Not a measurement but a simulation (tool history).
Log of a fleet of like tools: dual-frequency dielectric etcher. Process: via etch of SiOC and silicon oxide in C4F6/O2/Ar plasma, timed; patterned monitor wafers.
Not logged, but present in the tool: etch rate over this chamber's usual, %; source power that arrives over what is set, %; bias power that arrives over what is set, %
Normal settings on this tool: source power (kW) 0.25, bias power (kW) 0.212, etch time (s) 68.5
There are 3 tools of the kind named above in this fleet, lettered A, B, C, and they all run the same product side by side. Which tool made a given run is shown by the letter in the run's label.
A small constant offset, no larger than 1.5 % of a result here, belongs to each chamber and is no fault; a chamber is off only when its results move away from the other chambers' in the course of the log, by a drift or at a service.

run	hour	source power (kW)	bias power (kW)	etch time (s)	hours since the last wet clean	hours since the last source power generator calibration	hours since the last bias power generator calibration	read-back reference wafer on the same gauge, depth_nm	mean etch depth across the wafer (nm)
1B	6.7	0.25	0.212	68.5	16.1	362.9	77.9	70.709	68.71
2C	12.9	0.25	0.212	68.5	347.5	2253.8	1428.7	70.69	68.874
3A	21.8	0.25	0.212	68.5	254.4	150.3	155	70.737	67.965
4C	35.2	0.25	0.212	68.5	369.8	2276.1	1451	70.755	68.692
5B	43.4	0.25	0.212	68.5	52.8	399.6	114.6	70.7	69.035
6A	53.8	0.25	0.212	68.5	286.4	182.3	187	70.658	68.151
7B	66.9	0.25	0.212	68.5	76.3	423.1	138.1	70.625	68.62
8C	76.5	0.25	0.212	68.5	411.1	2317.4	1492.3	70.656	68.857
9A	90	0.25	0.212	68.5	322.6	218.5	223.2	70.703	68.442
10A	96.9	0.25	0.212	68.5	329.5	225.4	230.1	70.74	68.304
11C	107.9	0.25	0.212	68.5	442.5	2348.8	1523.7	70.727	68.828
12B	116.1	0.23	0.212	81.5	125.5	472.3	187.3	70.752	79.033
13B	129.5	0.23	0.212	81.5	138.9	485.7	200.7	70.718	79.538
14A	140.8	0.23	0.212	81.5	373.4	269.3	274	70.659	78.526
15C	149.3	0.25	0.212	68.5	483.9	2390.2	1565.1	70.728	69.551
16B	156.2	0.3	0.249	68.5	165.6	512.4	227.4	70.669	77.769
17C	164.2	0.3	0.249	68.5	498.8	2405.1	1580	70.682	78.768
18A	176.4	0.3	0.249	68.5	409	304.9	309.6	70.699	77.415
# hour 177.6: chamber A: wet clean of the chamber
19A	186.7	0.25	0.212	68.5	9.2	315.2	319.9	70.718	67.971
20B	197.4	0.25	0.212	68.5	206.8	553.6	268.6	70.702	68.67
21C	208	0.25	0.212	68.5	542.6	2448.9	1623.8	70.704	69.907
22B	219.7	0.25	0.212	68.5	229.1	575.9	290.9	70.66	68.74
23A	227.8	0.25	0.212	68.5	50.3	356.3	361	70.718	67.836

The same settings go to every chamber for the next run, one line per chamber below. Forecast the results for each:
24A	237.9	0.3	0.212	68.5					?
24B	237.9	0.3	0.212	68.5					?
24C	237.9	0.3	0.212	68.5					?

run	mean etch depth across the wafer (nm)
24A	72.857
24B	73.415
24C	75.681
